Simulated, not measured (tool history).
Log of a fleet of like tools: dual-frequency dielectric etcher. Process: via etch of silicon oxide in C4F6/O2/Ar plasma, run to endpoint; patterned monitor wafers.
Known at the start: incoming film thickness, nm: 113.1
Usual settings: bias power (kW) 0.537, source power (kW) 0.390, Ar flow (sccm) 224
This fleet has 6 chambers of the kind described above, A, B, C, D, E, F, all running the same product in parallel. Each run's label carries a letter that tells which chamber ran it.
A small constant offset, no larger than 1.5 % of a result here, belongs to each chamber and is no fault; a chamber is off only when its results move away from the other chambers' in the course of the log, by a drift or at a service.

run,hour,bias power (kW),source power (kW),Ar flow (sccm),endpoint time (s)
1E,2.4,0.537,0.390,224,23.503
2C,5.8,0.537,0.390,224,23.990
# hour 7.9: chamber B: bias power generator calibrated
3D,9.3,0.537,0.390,224,23.413
4F,12.7,0.537,0.390,224,23.615
5B,17.1,0.537,0.390,224,23.900
6A,20.6,0.464,0.390,248,25.453
7D,25.9,0.464,0.390,248,25.031
8F,29.4,0.464,0.390,248,25.099
9A,33.8,0.464,0.390,248,25.469
# hour 34.4: chamber E: source power generator calibrated
10C,38.8,0.464,0.390,248,25.616
11E,41.9,0.464,0.390,248,25.154
12B,45.7,0.537,0.390,224,23.881
13E,49.7,0.537,0.390,224,23.634
14F,54.7,0.537,0.390,224,23.730
15D,58.8,0.537,0.390,224,23.421
16B,64.0,0.537,0.390,224,23.915
17C,67.1,0.537,0.390,224,23.990
18A,71.2,0.537,0.390,224,23.803
19B,74.0,0.537,0.390,224,23.824
# hour 74.1: chamber B: wet clean of the chamber
20D,77.2,0.537,0.390,224,23.340
# hour 78.3: chamber E: wet clean of the chamber
21E,80.7,0.537,0.360,224,24.291
22C,84.5,0.537,0.360,224,24.821
23A,87.2,0.537,0.360,224,24.470
24F,92.0,0.537,0.360,224,24.112
25F,97.1,0.537,0.360,224,24.198
26C,101.4,0.537,0.360,224,24.693
27E,104.3,0.537,0.390,224,23.494
28B,108.3,0.537,0.390,224,23.935
29A,111.9,0.537,0.390,224,23.694
30D,115.6,0.537,0.390,224,23.230
31C,120.4,0.627,0.390,205,22.385
32E,123.5,0.627,0.390,205,22.035
33F,128.6,0.627,0.390,205,22.014
34B,133.2,0.627,0.390,205,22.312
35A,137.0,0.627,0.390,205,22.240
36D,142.1,0.627,0.390,205,21.875
37B,146.3,0.537,0.390,224,23.930

Predict what each chamber gives when all 6 of them run the settings below next.
38A,150.1,0.537,0.350,224,?
38B,150.1,0.537,0.350,224,?
38C,150.1,0.537,0.350,224,?
38D,150.1,0.537,0.350,224,?
38E,150.1,0.537,0.350,224,?
38F,150.1,0.537,0.350,224,?

run,endpoint time (s)
38A,24.691
38B,25.010
38C,24.889
38D,24.213
38E,24.552
38F,24.580
